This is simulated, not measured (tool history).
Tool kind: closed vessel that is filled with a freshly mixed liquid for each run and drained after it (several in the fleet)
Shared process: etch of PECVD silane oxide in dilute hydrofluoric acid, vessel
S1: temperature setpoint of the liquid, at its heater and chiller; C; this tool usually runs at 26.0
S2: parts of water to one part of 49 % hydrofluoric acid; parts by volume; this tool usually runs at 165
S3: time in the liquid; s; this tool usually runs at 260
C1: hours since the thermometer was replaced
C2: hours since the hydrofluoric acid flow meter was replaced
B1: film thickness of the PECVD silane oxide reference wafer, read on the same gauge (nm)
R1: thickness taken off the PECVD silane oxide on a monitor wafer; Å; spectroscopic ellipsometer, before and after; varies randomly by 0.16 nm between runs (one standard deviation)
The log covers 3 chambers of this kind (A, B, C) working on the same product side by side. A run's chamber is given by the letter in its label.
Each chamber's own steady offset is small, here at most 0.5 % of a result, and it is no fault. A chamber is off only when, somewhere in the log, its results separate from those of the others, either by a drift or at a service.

Run 1C, day 0.538: usual settings; C1 431.7; C2 637.0; B1 49.985. Result: R1 264.16 Å.
Run 2A, day 0.921: usual settings; C1 286.7; C2 814.3; B1 50.025. Result: R1 266.88 Å.
Run 3B, day 1.196: usual settings; C1 39.6; C2 1178.6; B1 50.002. Result: R1 265.96 Å.
Run 4B, day 1.658: usual settings; C1 50.7; C2 1189.7; B1 50.016. Result: R1 265.73 Å.
Run 5A, day 2.138: usual settings but S1 23.5 C, S2 125 parts by volume; C1 315.9; C2 843.5; B1 50.008. Result: R1 330.92 Å.
Run 6C, day 2.458: usual settings but S1 23.5 C, S2 125 parts by volume; C1 477.8; C2 683.1; B1 49.988. Result: R1 329.30 Å.
Run 7C, day 2.754: usual settings but S1 23.5 C, S2 125 parts by volume; C1 484.9; C2 690.2; B1 49.982. Result: R1 327.35 Å.
Run 8B, day 3.175: usual settings but S1 30.5 C, S2 220 parts by volume; C1 87.1; C2 1226.1; B1 50.015. Result: R1 216.47 Å.
Run 9A, day 3.525: usual settings but S1 30.5 C, S2 220 parts by volume; C1 349.2; C2 876.8; B1 49.984. Result: R1 222.03 Å.
Run 10B, day 3.938: usual settings but S1 30.5 C, S2 220 parts by volume; C1 105.4; C2 1244.4; B1 49.990. Result: R1 219.57 Å.
Run 11A, day 4.262: usual settings; C1 366.9; C2 894.5; B1 49.992. Result: R1 265.25 Å.
Run 12C, day 4.667: usual settings; C1 530.8; C2 736.1; B1 50.009. Result: R1 266.67 Å.
Run 13A, day 4.988: usual settings; C1 384.3; C2 911.9; B1 50.009. Result: R1 264.38 Å.
Run 14B, day 5.279: usual settings; C1 137.6; C2 1276.6; B1 50.001. Result: R1 267.91 Å.
Run 15C, day 5.692: usual settings; C1 555.4; C2 760.7; B1 49.990. Result: R1 265.35 Å.
Run 16C, day 6.071: usual settings but S2 195 parts by volume; C1 564.5; C2 769.8; B1 49.990. Result: R1 220.29 Å.
Run 17A, day 6.383: usual settings but S2 195 parts by volume; C1 417.8; C2 945.4; B1 50.002. Result: R1 217.40 Å.
Run 18B, day 6.792: usual settings but S2 195 parts by volume; C1 173.9; C2 1312.9; B1 50.010. Result: R1 217.38 Å.
Run 19A, day 7.075: usual settings; C1 434.4; C2 962.0; B1 49.999. Result: R1 264.53 Å.
Run 20C, day 7.317: usual settings; C1 594.4; C2 799.7; B1 50.005. Result: R1 271.93 Å.
Run 21B, day 7.583: usual settings; C1 192.9; C2 1331.9; B1 49.991. Result: R1 263.29 Å.
Run 22A, day 7.942: usual settings but S3 350 s; C1 455.2; C2 982.8; B1 50.001. Result: R1 356.46 Å.
At day 8.267: chamber C: thermometer replaced.
Run 23C, day 8.433: usual settings but S3 350 s; C1 4.1; C2 826.5; B1 49.995. Result: R1 371.64 Å.
Run 24B, day 8.962: usual settings but S3 350 s; C1 226.0; C2 1365.0; B1 50.012. Result: R1 358.34 Å.
Run 25B, day 9.425: usual settings; C1 237.1; C2 1376.1; B1 49.995. Result: R1 266.27 Å.
Run 26C, day 9.742: usual settings; C1 35.5; C2 857.9; B1 50.026. Result: R1 278.05 Å.
Run 27A, day 10.088: usual settings but S2 110 parts by volume, S3 350 s; C1 506.7; C2 1034.3; B1 49.994. Result: R1 562.95 Å.
Run 28C, day 10.521: usual settings but S2 110 parts by volume, S3 350 s; C1 54.2; C2 876.6; B1 50.013. Result: R1 603.28 Å.
Run 29B, day 10.767: usual settings but S2 110 parts by volume, S3 350 s; C1 269.3; C2 1408.3; B1 50.006. Result: R1 574.50 Å.
Run 30A, day 11.246: usual settings; C1 534.5; C2 1062.1; B1 49.991. Result: R1 262.50 Å.
Run 31A, day 11.700: usual settings; C1 545.4; C2 1073.0; B1 49.991. Result: R1 265.83 Å.
Run 32C, day 12.179: usual settings; C1 94.0; C2 916.4; B1 50.004. Result: R1 285.93 Å.
Run 33B, day 12.608: usual settings; C1 313.5; C2 1452.5; B1 49.981. Result: R1 265.93 Å.

Decide between three cases: one chamber stands off from its peers, the gauge reading all wafers drifts, or nothing is wrong past each chamber's small offset. Where a chamber is off, say which and what most likely put it there.

Little by little, chamber C moves away from the other chambers.
What lies behind it: hydrofluoric acid flow above the setpoint (%) = 7.47.

Which of the 4 candidates below, each the usual settings with something changed and its results left as question marks, puts chamber C back in line with what the other chambers give on the usual settings?
In-line tolerance around the mean of the other chambers on the usual settings: R1 5.40 Å
Run 34C-1, day 13.004: usual settings but S1 24.0 C. Result: R1 ?.
Run 34C-2, day 13.004: usual settings but S1 28.0 C. Result: R1 ?.
Run 34C-3, day 13.004: usual settings but S2 155 parts by volume, S3 285 s. Result: R1 ?.
Run 34C-4, day 13.004: usual settings but S2 175 parts by volume, S3 235 s. Result: R1 ?.

Mean of the other chambers on the usual settings: R1 264.76 Å
  run      R1
34C-1  266.26
34C-2  309.65
34C-3  338.70
34C-4  242.46
The answer is 34C-1, which returns the chamber to within the allowed miss of the others.
